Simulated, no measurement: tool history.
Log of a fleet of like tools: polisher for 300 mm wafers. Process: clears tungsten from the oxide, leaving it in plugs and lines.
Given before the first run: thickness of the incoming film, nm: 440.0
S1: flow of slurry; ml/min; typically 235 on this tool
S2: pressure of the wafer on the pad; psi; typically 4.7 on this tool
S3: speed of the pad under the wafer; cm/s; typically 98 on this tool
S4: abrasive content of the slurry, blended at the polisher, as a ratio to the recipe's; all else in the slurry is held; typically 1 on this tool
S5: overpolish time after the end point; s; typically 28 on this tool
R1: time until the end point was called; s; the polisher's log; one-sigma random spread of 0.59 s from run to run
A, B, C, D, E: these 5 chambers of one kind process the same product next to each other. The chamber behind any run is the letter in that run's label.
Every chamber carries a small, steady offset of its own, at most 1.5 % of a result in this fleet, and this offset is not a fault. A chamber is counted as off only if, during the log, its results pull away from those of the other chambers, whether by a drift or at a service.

| run | hour | S1 | S2 | S3 | S4 | S5 | R1 |
|---|---|---|---|---|---|---|---|
|  | 0.8 | chamber C: worn pad replaced by a new one |
|  | 4.2 | chamber A: slurry tank refilled with fresh slurry and peroxide |
| 1A | 11.5 | 235 | 4.7 | 98 | 1 | 28 | 68.794 |
|  | 13.1 | chamber D: slurry tank refilled with fresh slurry and peroxide |
|  | 14.8 | chamber D: worn pad replaced by a new one |
| 2C | 20.7 | 235 | 4.7 | 98 | 1 | 28 | 69.668 |
| 3E | 30.5 | 235 | 4.7 | 98 | 1 | 28 | 68.785 |
| 4D | 37.5 | 235 | 4.7 | 98 | 1 | 28 | 68.533 |
|  | 38.7 | chamber B: slurry tank refilled with fresh slurry and peroxide |
|  | 45.7 | chamber E: slurry blender recalibrated |
| 5B | 47.6 | 235 | 4.7 | 98 | 1 | 28 | 69.613 |
|  | 53.3 | chamber C: slurry tank refilled with fresh slurry and peroxide |
| 6D | 60.7 | 235 | 4.7 | 98 | 1 | 28 | 69.198 |
|  | 65.4 | chamber C: slurry blender recalibrated |
|  | 66.5 | chamber B: slurry blender recalibrated |
| 7C | 75.5 | 235 | 4.7 | 98 | 1 | 28 | 69.658 |
|  | 76.1 | chamber A: worn pad replaced by a new one |
| 8B | 83.1 | 235 | 4.7 | 98 | 1 | 28 | 69.371 |
|  | 86.8 | chamber C: worn pad replaced by a new one |
| 9E | 93.2 | 235 | 4.7 | 98 | 1 | 28 | 69.545 |
|  | 98.7 | chamber E: worn pad replaced by a new one |
|  | 99.1 | chamber A: slurry tank refilled with fresh slurry and peroxide |
| 10A | 107.0 | 235 | 4.7 | 98 | 1 | 28 | 68.928 |
| 11C | 118.6 | 235 | 4.7 | 126 | 1 | 28 | 54.047 |
|  | 123.6 | chamber E: slurry tank refilled with fresh slurry and peroxide |
|  | 127.2 | chamber D: worn pad replaced by a new one |
| 12A | 133.8 | 235 | 4.7 | 126 | 1 | 28 | 53.228 |
|  | 140.3 | chamber D: slurry tank refilled with fresh slurry and peroxide |
|  | 142.0 | chamber B: slurry tank refilled with fresh slurry and peroxide |
|  | 145.5 | chamber E: head pressure recalibrated |
| 13D | 148.3 | 235 | 4.7 | 126 | 1 | 28 | 54.096 |
| 14E | 162.6 | 235 | 4.7 | 126 | 1 | 28 | 54.361 |
|  | 164.5 | chamber D: slurry blender recalibrated |
|  | 166.1 | chamber C: slurry tank refilled with fresh slurry and peroxide |
| 15B | 170.0 | 235 | 4.7 | 126 | 1 | 28 | 52.920 |
| 16A | 184.0 | 235 | 4.7 | 98 | 1 | 28 | 69.439 |
|  | 189.3 | chamber A: worn pad replaced by a new one |
|  | 195.7 | chamber C: worn pad replaced by a new one |
| 17C | 196.0 | 170 | 4.7 | 98 | 1 | 28 | 72.652 |
|  | 201.3 | chamber A: slurry blender recalibrated |
| 18D | 206.4 | 170 | 4.7 | 98 | 1 | 28 | 72.401 |
|  | 212.9 | chamber A: slurry tank refilled with fresh slurry and peroxide |
| 19B | 218.7 | 170 | 4.7 | 98 | 1 | 28 | 71.773 |
| 20E | 229.5 | 170 | 4.7 | 98 | 1 | 28 | 73.196 |
|  | 235.9 | chamber D: worn pad replaced by a new one |
| 21D | 242.7 | 170 | 4.7 | 98 | 1 | 28 | 72.771 |
|  | 243.7 | chamber B: slurry nozzle cleaned |
|  | 246.7 | chamber E: worn pad replaced by a new one |
|  | 247.4 | chamber E: slurry tank refilled with fresh slurry and peroxide |
|  | 248.9 | chamber D: head pressure recalibrated |
|  | 250.3 | chamber D: slurry tank refilled with fresh slurry and peroxide |
|  | 255.1 | chamber D: slurry nozzle cleaned |
| 22E | 257.0 | 235 | 4.7 | 98 | 1 | 28 | 68.950 |
|  | 264.9 | chamber B: slurry tank refilled with fresh slurry and peroxide |
| 23B | 270.2 | 235 | 4.7 | 98 | 1 | 28 | 70.736 |
|  | 277.5 | chamber A: head pressure recalibrated |
|  | 278.9 | chamber A: worn pad replaced by a new one |
|  | 281.7 | chamber C: slurry tank refilled with fresh slurry and peroxide |
| 24A | 282.0 | 235 | 4.7 | 98 | 1 | 28 | 68.611 |
| 25C | 297.1 | 235 | 4.7 | 98 | 1 | 28 | 70.120 |
| 26D | 307.4 | 235 | 4.7 | 98 | 1 | 28 | 69.023 |
|  | 309.5 | chamber C: worn pad replaced by a new one |
|  | 315.3 | chamber E: slurry blender recalibrated |
|  | 315.8 | chamber A: slurry tank refilled with fresh slurry and peroxide |
| 27C | 321.8 | 235 | 4.7 | 98 | 1 | 28 | 69.846 |
|  | 322.1 | chamber D: worn pad replaced by a new one |
|  | 331.0 | chamber C: slurry blender recalibrated |
| 28B | 331.4 | 235 | 4.7 | 98 | 1 | 28 | 71.869 |
| 29A | 342.3 | 235 | 4.7 | 98 | 1 | 28 | 70.085 |
|  | 349.3 | chamber D: slurry tank refilled with fresh slurry and peroxide |
| 30E | 350.3 | 235 | 4.7 | 98 | 1 | 28 | 67.586 |
|  | 351.5 | chamber B: slurry blender recalibrated |
|  | 352.1 | chamber C: head pressure recalibrated |
| 31A | 359.6 | 235 | 4.7 | 98 | 1 | 28 | 69.012 |
|  | 361.5 | chamber B: slurry tank refilled with fresh slurry and peroxide |
| 32C | 366.5 | 235 | 4.7 | 98 | 1 | 28 | 69.435 |
|  | 368.5 | chamber A: worn pad replaced by a new one |
|  | 379.8 | chamber E: worn pad replaced by a new one |
| 33E | 380.7 | 235 | 4.7 | 98 | 1 | 28 | 69.968 |
|  | 384.0 | chamber E: slurry tank refilled with fresh slurry and peroxide |
| 34D | 388.3 | 235 | 4.7 | 98 | 1 | 28 | 68.637 |
| 35B | 398.7 | 235 | 4.7 | 98 | 1 | 43 | 73.672 |
| 36B | 411.1 | 235 | 4.7 | 98 | 1 | 43 | 73.659 |
|  | 416.8 | chamber C: worn pad replaced by a new one |
| 37A | 418.0 | 235 | 4.7 | 98 | 1 | 43 | 70.101 |
|  | 420.0 | chamber C: slurry tank refilled with fresh slurry and peroxide |
|  | 421.6 | chamber A: slurry tank refilled with fresh slurry and peroxide |
|  | 422.4 | chamber D: worn pad replaced by a new one |
| 38E | 426.4 | 235 | 4.7 | 98 | 1 | 43 | 70.233 |
| 39D | 440.0 | 235 | 4.7 | 98 | 1 | 43 | 67.386 |
| 40C | 452.2 | 235 | 4.7 | 98 | 1 | 28 | 69.099 |
|  | 453.8 | chamber D: slurry tank refilled with fresh slurry and peroxide |
|  | 454.8 | chamber A: worn pad replaced by a new one |
| 41C | 460.8 | 235 | 4.7 | 98 | 1 | 28 | 69.871 |
| 42A | 471.4 | 235 | 4.7 | 98 | 1 | 28 | 68.933 |
| 43D | 486.0 | 235 | 4.7 | 98 | 1 | 28 | 67.778 |
|  | 495.3 | chamber E: slurry tank refilled with fresh slurry and peroxide |
| 44E | 499.8 | 235 | 4.7 | 98 | 1 | 28 | 68.589 |

One chamber off, gauge drift, or nothing amiss beyond the chambers' own small offsets? If it is a chamber, which one, and what is the likeliest cause?

Chamber B drifts away from the others.
Cause: removal rate lost through wear of the pad, % = 9.24.
With only this log, it may be confused with: head's pressure below its setpoint, %.

Chamber B could run next with any of the 4 candidate recipes listed below; each alters the usual settings, and their results appear as question marks. Which one brings its results back in line with what the other chambers deliver on the usual settings?
In line here means within this much of the mean the other chambers give on the usual settings: R1 2.100 s
| 45B-1 | 510.6 | 235 | 4.9 | 98 | 1 | 28 | ? |
| 45B-2 | 510.6 | 235 | 4.6 | 96 | 1 | 28 | ? |
| 45B-3 | 510.6 | 235 | 4.5 | 94 | 1 | 28 | ? |
| 45B-4 | 510.6 | 235 | 5.2 | 98 | 1 | 28 | ? |

Average result of the remaining chambers running the usual settings: R1 69.108 s
| run | R1 |
|---|---|
| 45B-1 | 72.862 |
| 45B-2 | 79.316 |
| 45B-3 | 82.854 |
| 45B-4 | 68.611 |
Change 45B-4 lands the chamber within the allowed miss of the other chambers.

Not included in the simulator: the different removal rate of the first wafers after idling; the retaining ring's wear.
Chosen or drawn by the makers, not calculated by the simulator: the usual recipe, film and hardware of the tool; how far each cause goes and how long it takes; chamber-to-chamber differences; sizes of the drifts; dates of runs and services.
